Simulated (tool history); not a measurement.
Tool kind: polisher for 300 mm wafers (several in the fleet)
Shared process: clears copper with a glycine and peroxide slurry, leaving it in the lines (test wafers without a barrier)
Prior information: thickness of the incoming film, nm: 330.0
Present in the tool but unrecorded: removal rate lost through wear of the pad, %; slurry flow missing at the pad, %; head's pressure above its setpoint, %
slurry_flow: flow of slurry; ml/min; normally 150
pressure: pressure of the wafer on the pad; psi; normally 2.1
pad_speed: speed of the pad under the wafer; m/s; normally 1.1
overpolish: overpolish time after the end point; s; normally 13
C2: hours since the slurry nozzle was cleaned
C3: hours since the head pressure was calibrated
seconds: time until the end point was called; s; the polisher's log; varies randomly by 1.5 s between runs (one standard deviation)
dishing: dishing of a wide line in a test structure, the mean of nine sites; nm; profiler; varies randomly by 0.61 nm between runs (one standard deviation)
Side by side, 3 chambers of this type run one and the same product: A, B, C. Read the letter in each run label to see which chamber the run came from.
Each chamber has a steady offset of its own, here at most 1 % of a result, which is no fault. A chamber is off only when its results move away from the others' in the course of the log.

At hour 6.4: chamber A: worn pad replaced by a new one.
Run 1A, hour 8.2: usual settings; wafers polished on this pad 12; C2 552; C3 719.1. Result: seconds 79.665 s, dishing 37.711 nm.
Run 2C, hour 13.2: usual settings; wafers polished on this pad 974; C2 705.2; C3 440.9. Result: seconds 81.28 s, dishing 37.222 nm.
Run 3B, hour 18.1: usual settings; wafers polished on this pad 181; C2 650.6; C3 714.6. Result: seconds 81.363 s, dishing 37.224 nm.
Run 4A, hour 26.6: usual settings; wafers polished on this pad 138; C2 570.4; C3 737.5. Result: seconds 81.234 s, dishing 37.874 nm.
Run 5B, hour 31.8: usual settings; wafers polished on this pad 274; C2 664.3; C3 728.3. Result: seconds 78.463 s, dishing 36.501 nm.
At hour 37.3: chamber C: worn pad replaced by a new one.
Run 6C, hour 37.5: usual settings; wafers polished on this pad 1; C2 729.5; C3 465.2. Result: seconds 84.992 s, dishing 36.343 nm.
At hour 40: chamber A: slurry nozzle cleaned.
Run 7B, hour 41.9: usual settings but slurry_flow 175 ml/min, pad_speed 0.98 m/s; wafers polished on this pad 343; C2 674.4; C3 738.4. Result: seconds 86.814 s, dishing 35.508 nm.
Run 8A, hour 49.2: usual settings but slurry_flow 175 ml/min, pad_speed 0.98 m/s; wafers polished on this pad 292; C2 9.2; C3 760.1. Result: seconds 87.982 s, dishing 34.793 nm.
Run 9C, hour 55.4: usual settings but slurry_flow 175 ml/min, pad_speed 0.98 m/s; wafers polished on this pad 124; C2 747.4; C3 483.1. Result: seconds 89.48 s, dishing 34.979 nm.
Run 10A, hour 63.7: usual settings; wafers polished on this pad 391; C2 23.7; C3 774.6. Result: seconds 82.08 s, dishing 37.152 nm.
Run 11B, hour 73: usual settings; wafers polished on this pad 556; C2 705.5; C3 769.5. Result: seconds 79.643 s, dishing 37.069 nm.
Run 12C, hour 79.1: usual settings; wafers polished on this pad 286; C2 771.1; C3 506.8. Result: seconds 81.49 s, dishing 36.961 nm.
Run 13C, hour 86.7: usual settings; wafers polished on this pad 337; C2 778.7; C3 514.4. Result: seconds 79.634 s, dishing 36.752 nm.
Run 14A, hour 95.6: usual settings but slurry_flow 190 ml/min; wafers polished on this pad 609; C2 55.6; C3 806.5. Result: seconds 78.347 s, dishing 38.08 nm.
Run 15B, hour 104.8: usual settings but slurry_flow 190 ml/min; wafers polished on this pad 773; C2 737.3; C3 801.3. Result: seconds 78.744 s, dishing 39.367 nm.
At hour 109.3: chamber B: worn pad replaced by a new one.
Run 16A, hour 114.8: usual settings but slurry_flow 190 ml/min; wafers polished on this pad 740; C2 74.8; C3 825.7. Result: seconds 79.675 s, dishing 38.755 nm.
Run 17B, hour 124.3: usual settings; wafers polished on this pad 103; C2 756.8; C3 820.8. Result: seconds 78.047 s, dishing 38.322 nm.
At hour 130.1: chamber B: slurry nozzle cleaned.
Run 18C, hour 133.7: usual settings; wafers polished on this pad 659; C2 825.7; C3 561.4. Result: seconds 78.821 s, dishing 35.833 nm.
At hour 134.8: chamber A: worn pad replaced by a new one.
Run 19A, hour 138.8: usual settings but pressure 1.5 psi; wafers polished on this pad 27; C2 98.8; C3 849.7. Result: seconds 103.11 s, dishing 28.817 nm.
Run 20B, hour 148.9: usual settings but pressure 1.5 psi; wafers polished on this pad 271; C2 18.8; C3 845.4. Result: seconds 103.01 s, dishing 29.04 nm.
Run 21C, hour 158.2: usual settings but pressure 1.5 psi; wafers polished on this pad 826; C2 850.2; C3 585.9. Result: seconds 105.67 s, dishing 28.364 nm.
Run 22A, hour 163.9: usual settings; wafers polished on this pad 199; C2 123.9; C3 874.8. Result: seconds 79.225 s, dishing 37.319 nm.
Run 23B, hour 169.5: usual settings; wafers polished on this pad 411; C2 39.4; C3 866. Result: seconds 83.07 s, dishing 37.553 nm.
Run 24C, hour 176.2: usual settings; wafers polished on this pad 949; C2 868.2; C3 603.9. Result: seconds 81.013 s, dishing 36.501 nm.
At hour 179.7: chamber B: head pressure recalibrated.
Run 25B, hour 184.8: usual settings; wafers polished on this pad 516; C2 54.7; C3 5.2. Result: seconds 80.188 s, dishing 37.906 nm.
Run 26A, hour 192.8: usual settings; wafers polished on this pad 396; C2 152.8; C3 903.7. Result: seconds 79.519 s, dishing 37.511 nm.
At hour 195.5: chamber C: worn pad replaced by a new one.
Run 27C, hour 201.8: usual settings; wafers polished on this pad 43; C2 893.8; C3 629.5. Result: seconds 81.02 s, dishing 36.001 nm.
Run 28C, hour 210: usual settings; wafers polished on this pad 99; C2 902; C3 637.7. Result: seconds 79.206 s, dishing 37.794 nm.
Run 29B, hour 218.7: usual settings but pressure 2.5 psi; wafers polished on this pad 747; C2 88.6; C3 39.1. Result: seconds 70.336 s, dishing 42.925 nm.
Run 30A, hour 226.2: usual settings but pressure 2.5 psi; wafers polished on this pad 624; C2 186.2; C3 937.1. Result: seconds 72.074 s, dishing 42.916 nm.
Run 31A, hour 233.3: usual settings but pressure 2.5 psi; wafers polished on this pad 673; C2 193.3; C3 944.2. Result: seconds 72.013 s, dishing 42.058 nm.
At hour 235: chamber B: worn pad replaced by a new one.
At hour 239.9: chamber A: worn pad replaced by a new one.
Run 32B, hour 243.1: usual settings; wafers polished on this pad 55; C2 113; C3 63.5. Result: seconds 79.728 s, dishing 37.648 nm.
Run 33C, hour 251.2: usual settings; wafers polished on this pad 381; C2 943.2; C3 678.9. Result: seconds 82.824 s, dishing 36.672 nm.
At hour 257.1: chamber C: slurry nozzle cleaned.
Run 34A, hour 259.2: usual settings; wafers polished on this pad 132; C2 219.2; C3 970.1. Result: seconds 80.348 s, dishing 37.574 nm.
Run 35B, hour 266.7: usual settings; wafers polished on this pad 216; C2 136.6; C3 87.1. Result: seconds 80.314 s, dishing 37.542 nm.
Run 36C, hour 272.3: usual settings; wafers polished on this pad 525; C2 15.3; C3 700. Result: seconds 79.913 s, dishing 37.37 nm.
Run 37A, hour 280.3: usual settings; wafers polished on this pad 276; C2 240.3; C3 991.2. Result: seconds 80.012 s, dishing 37.85 nm.
Run 38C, hour 290.2: usual settings; wafers polished on this pad 647; C2 33.2; C3 717.9. Result: seconds 80.975 s, dishing 37.429 nm.
Run 39B, hour 299.5: usual settings; wafers polished on this pad 440; C2 169.4; C3 119.9. Result: seconds 82.674 s, dishing 36.648 nm.
Run 40B, hour 309.5: usual settings; wafers polished on this pad 509; C2 179.4; C3 129.9. Result: seconds 80.645 s, dishing 37.389 nm.
Run 41C, hour 317.4: usual settings; wafers polished on this pad 833; C2 60.4; C3 745.1. Result: seconds 80.627 s, dishing 37.301 nm.
Run 42A, hour 326.9: usual settings; wafers polished on this pad 594; C2 286.9; C3 1037.8. Result: seconds 79.631 s, dishing 37.758 nm.
Run 43A, hour 332.6: usual settings; wafers polished on this pad 633; C2 292.6; C3 1043.5. Result: seconds 82.968 s, dishing 37.186 nm.
Run 44C, hour 338.7: usual settings; wafers polished on this pad 978; C2 81.7; C3 766.4. Result: seconds 82.03 s, dishing 36.56 nm.

Has any chamber moved away from the others, gradually or after a service, or does the common gauge drift, or do the chambers differ only by their own small steady offsets? State the chamber and the most likely cause if one applies.

No chamber is off and the gauge is stable; the differences are just each chamber's small, constant offset.
